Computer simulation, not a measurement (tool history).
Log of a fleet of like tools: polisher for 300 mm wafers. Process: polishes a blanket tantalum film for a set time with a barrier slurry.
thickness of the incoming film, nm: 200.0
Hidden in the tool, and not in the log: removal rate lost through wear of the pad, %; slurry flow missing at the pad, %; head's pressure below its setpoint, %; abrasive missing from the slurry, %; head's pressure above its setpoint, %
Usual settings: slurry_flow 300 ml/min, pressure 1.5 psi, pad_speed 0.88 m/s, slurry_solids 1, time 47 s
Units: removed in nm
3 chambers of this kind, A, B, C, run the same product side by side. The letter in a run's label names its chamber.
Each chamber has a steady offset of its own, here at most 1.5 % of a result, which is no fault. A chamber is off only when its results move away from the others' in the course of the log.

run,day,slurry_flow,pressure,pad_speed,slurry_solids,time,wafers polished on this pad,hours since the slurry nozzle was cleaned,hours since the head pressure was calibrated,hours since the slurry blender was calibrated,removed
# day 0.412: chamber B: worn pad replaced by a new one
1C,0.575,300,1.5,0.88,1,47,307,230.8,233.2,114.7,47.499
2B,1.067,300,1.5,0.88,1,47,137,129.2,623.8,167.7,47.54
3A,1.596,300,1.5,0.88,1,47,578,854.3,318.7,129.1,47.11
# day 1.679: chamber A: slurry nozzle cleaned
4B,1.996,300,1.5,0.88,1,47,332,151.5,646.1,190,46.645
5A,2.462,300,1.7,0.88,1,47,759,18.9,339.5,149.9,53.164
# day 2.779: chamber C: worn pad replaced by a new one
# day 2.896: chamber B: head pressure recalibrated
6C,3.004,300,1.7,0.88,1,47,47,289.1,291.5,173,54.23
# day 3.429: chamber B: worn pad replaced by a new one
7A,3.562,300,1.7,0.88,1,47,989,45.3,365.9,176.3,53.164
8C,4.05,300,1.5,0.88,1,47,266,314.2,316.6,198.1,48.059
9B,4.679,300,1.5,0.88,1,47,262,215.9,42.9,254.4,47.249
10B,5.125,300,1.5,0.88,1,47,355,226.6,53.6,265.1,47.329
# day 5.162: chamber A: worn pad replaced by a new one
11C,5.654,300,1.5,0.88,1,47,602,352.7,355.1,236.6,47.706
12A,5.996,300,1.5,0.88,1,47,175,103.7,424.3,234.7,46.702
# day 6.35: chamber C: slurry nozzle cleaned
# day 6.375: chamber B: worn pad replaced by a new one
13C,6.6,300,1.5,0.88,1,47,800,6,377.8,259.3,47.995
# day 6.708: chamber C: worn pad replaced by a new one
14B,7.267,300,1.5,0.88,1,47,187,278,105,316.5,47.386
15A,7.742,300,1.5,0.88,1,47,540,145.6,466.2,276.6,46.545
16B,8.175,300,1.5,0.88,1,47,377,299.8,126.8,338.3,47.55
# day 8.238: chamber A: slurry blender recalibrated
# day 8.333: chamber C: slurry blender recalibrated
17A,8.692,300,1.5,0.88,1,47,739,168.4,489,10.9,46.32
# day 8.871: chamber B: worn pad replaced by a new one
# day 9.192: chamber B: slurry blender recalibrated
18C,9.225,300,1.5,0.88,1,47,526,69,440.8,21.4,47.453
19B,9.9,300,1.5,0.88,1,47,216,341.2,168.2,17,47.76
# day 9.975: chamber C: head pressure recalibrated
# day 10.508: chamber C: worn pad replaced by a new one
20C,10.525,300,1.5,0.88,1,47,3,100.2,13.2,52.6,47.753
21A,11.083,300,1.5,0.7,1,35,1239,225.8,546.4,68.3,27.029
# day 11.646: chamber B: worn pad replaced by a new one
22B,11.729,300,1.5,0.7,1,35,17,385.1,212.1,60.9,27.801
23C,12.054,300,1.5,0.7,1,35,323,136.9,49.9,89.3,28.209

Next, every chamber runs the same settings. What will each give?
24A,12.546,300,1.5,0.88,1,47,,,,,?
24B,12.546,300,1.5,0.88,1,47,,,,,?
24C,12.546,300,1.5,0.88,1,47,,,,,?

run,removed
24A,45.177
24B,47.468
24C,47.496
